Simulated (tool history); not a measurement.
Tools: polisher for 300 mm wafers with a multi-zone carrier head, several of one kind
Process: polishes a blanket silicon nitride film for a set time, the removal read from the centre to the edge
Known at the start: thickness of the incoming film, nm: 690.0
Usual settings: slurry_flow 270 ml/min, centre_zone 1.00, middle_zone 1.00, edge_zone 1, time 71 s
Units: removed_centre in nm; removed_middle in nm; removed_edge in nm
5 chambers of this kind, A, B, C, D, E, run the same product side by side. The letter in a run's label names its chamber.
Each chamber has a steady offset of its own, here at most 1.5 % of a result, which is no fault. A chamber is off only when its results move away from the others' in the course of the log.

run     day  slurry_flow  centre_zone  middle_zone  edge_zone  time  wafers polished on this pad  hours since the slurry nozzle was cleaned  hours since the centre zone pressure was calibrated  hours since the edge zone pressure was calibrated  removed_centre  removed_middle  removed_edge
      0.017  -- chamber E: worn pad replaced by a new one
      0.221  -- chamber A: worn pad replaced by a new one
 1D   0.342          270         1.00         1.00          1    71                          847                                       29.3                                                178.3                                               61.8         137.020         134.920       134.900
      0.375  -- chamber B: worn pad replaced by a new one
 2A   0.596          270         1.00         1.00          1    71                          128                                      451.5                                                596.6                                              485.3         134.290         137.230       133.360
 3B   0.983          270         1.00         1.00          1    71                          207                                      105.4                                                 59.1                                              785.2         135.030         135.450       134.190
 4E   1.383          270         1.00         1.00          1    71                          464                                      136.3                                                515.1                                              306.8         135.460         132.860       136.620
 5C   1.871          270         0.89         1.00          1    50                          936                                      260.2                                                892.7                                              712.5          83.379          97.078        95.549
      2.217  -- chamber D: worn pad replaced by a new one
      2.333  -- chamber C: slurry nozzle cleaned
 6E   2.338          270         0.89         1.00          1    50                          787                                      159.2                                                538.0                                              329.7          84.419          95.267        94.661
      2.521  -- chamber E: worn pad replaced by a new one
 7D   2.867          270         0.89         1.00          1    50                          221                                       89.9                                                238.9                                              122.4          83.368          95.444        95.724
      2.875  -- chamber B: worn pad replaced by a new one
      3.021  -- chamber A: worn pad replaced by a new one
      3.321  -- chamber E: centre zone pressure recalibrated
 8A   3.392          270         0.89         1.00          1    50                          125                                      518.6                                                663.7                                              552.4          83.341          96.381        96.044
      3.675  -- chamber C: worn pad replaced by a new one
 9B   3.696          270         0.89         1.00          1    50                          278                                      170.5                                                124.2                                              850.3          83.620          97.394        97.519
      3.700  -- chamber B: edge zone pressure recalibrated
10C   4.108          270         1.00         1.00          1    71                          147                                       42.6                                                946.4                                              766.2         133.870         136.500       139.520
11B   4.629          270         1.00         1.00          1    71                          594                                      192.9                                                146.6                                               22.4         133.940         135.560       137.340
      4.767  -- chamber A: edge zone pressure recalibrated
      4.925  -- chamber C: edge zone pressure recalibrated
12E   4.946          270         1.00         1.00          1    71                          821                                      221.8                                                 39.0                                              392.3         135.100         136.420       131.270
      5.058  -- chamber A: centre zone pressure recalibrated
      5.129  -- chamber E: worn pad replaced by a new one
13A   5.204          270         1.00         1.00          1    71                          739                                      562.1                                                  3.5                                               10.6         125.340         137.380       134.580
14D   5.658          270         1.00         1.00          1    71                         1166                                      156.9                                                305.9                                              189.4         133.180         135.470       135.960
      5.692  -- chamber B: worn pad replaced by a new one
      5.729  -- chamber A: worn pad replaced by a new one
      5.808  -- chamber C: centre zone pressure recalibrated
15C   6.058          270         1.00         1.00          1    71                          808                                       89.4                                                  6.1                                               27.3         134.970         135.660       137.470
16E   6.492          270         1.00         1.00          1    71                          462                                      258.9                                                 76.1                                              429.4         135.770         134.810       137.030
      6.550  -- chamber E: slurry nozzle cleaned
      6.767  -- chamber D: worn pad replaced by a new one
17D   6.921          270         1.00         0.94          1    71                           53                                      187.2                                                336.2                                              219.7         134.690         129.970       136.260
18B   7.300          270         1.00         0.94          1    71                          545                                      257.0                                                210.7                                               86.5         134.000         125.780       136.250
      7.350  -- chamber D: centre zone pressure recalibrated
      7.612  -- chamber E: worn pad replaced by a new one
19A   7.758          270         1.00         0.94          1    71                          688                                      623.4                                                 64.8                                               71.9         124.520         129.710       134.150
      8.012  -- chamber B: worn pad replaced by a new one
20C   8.079          270         1.00         0.94          1    71                         1492                                      137.9                                                 54.6                                               75.8         135.450         129.320       136.090
      8.104  -- chamber C: worn pad replaced by a new one
      8.158  -- chamber A: worn pad replaced by a new one
21E   8.542          270         1.00         0.94          1    71                          315                                       47.9                                                125.3                                              478.6         136.280         127.520       136.220
22C   8.838          270         1.00         1.00          1    71                          248                                      156.1                                                 72.8                                               94.0         135.950         136.110       134.470
23D   9.221          270         1.00         1.00          1    71                          832                                      242.4                                                 44.9                                              274.9         134.300         134.770       137.600
24A   9.500          270         1.00         1.00          1    71                          455                                      665.2                                                106.6                                              113.7         123.660         138.290       138.260
      9.996  -- chamber E: worn pad replaced by a new one
25B  10.000          270         1.00         1.00          1    71                          673                                      321.8                                                275.5                                              151.3         134.450         136.440       135.580
26B  10.350          270         1.00         1.00          1    71                          792                                      330.2                                                283.9                                              159.7         133.420         135.690       135.510
     10.429  -- chamber B: worn pad replaced by a new one
27A  10.604          270         1.00         1.00          1    71                          829                                      691.7                                                133.1                                              140.2         124.130         136.750       136.920
     10.696  -- chamber D: worn pad replaced by a new one
28E  10.842          270         1.00         1.00          1    71                          286                                      103.1                                                180.5                                              533.8         136.560         133.250       135.480
29D  11.254          270         1.00         1.00          1    71                          190                                      291.2                                                 93.7                                              323.7         134.640         134.480       136.560
30C  11.483          270         1.00         1.00          1    71                         1144                                      219.6                                                136.3                                              157.5         134.660         136.350       136.690
31B  11.950          270         1.00         1.00          1    71                          516                                      368.6                                                322.3                                              198.1         134.330         137.240       135.850
     12.350  -- chamber E: worn pad replaced by a new one
32E  12.450          270         1.00         1.00          1    71                           34                                      141.7                                                219.1                                              572.4         133.400         134.430       134.990

Is one chamber off against the others, does the gauge drift, or is nothing wrong? If a chamber is off, say which, and what the likeliest cause is.

A service left chamber A off against the others.
Cause: centre zone's pressure below its setpoint, % = 6.84.

Here are 4 candidates for chamber A's next run, each the usual settings with a change, their results left as question marks. Which one brings its results back in line with what the others give on the usual settings?
In line means no further than this from the other chambers' mean on the usual settings: removed_centre 3.100 nm; removed_middle 5.000 nm; removed_edge 5.200 nm
33A-1  12.829          270         1.02         0.99       1.00    71                                                                                                                                                                                               ?               ?             ?
33A-2  12.829          275         1.06         0.97       0.99    72                                                                                                                                                                                               ?               ?             ?
33A-3  12.829          265         0.94         1.03       1.01    70                                                                                                                                                                                               ?               ?             ?
33A-4  12.829          270         0.98         1.01       1.00    71                                                                                                                                                                                               ?               ?             ?

The other chambers' mean on the usual settings: removed_centre 135.030 nm; removed_middle 135.410 nm; removed_edge 135.810 nm
  run  removed_centre  removed_middle  removed_edge
33A-1         127.390         135.670       134.100
33A-2         134.950         135.310       135.520
33A-3         114.690         138.410       132.620
33A-4         121.990         138.170       134.060
33A-2 brings the chamber back in line.
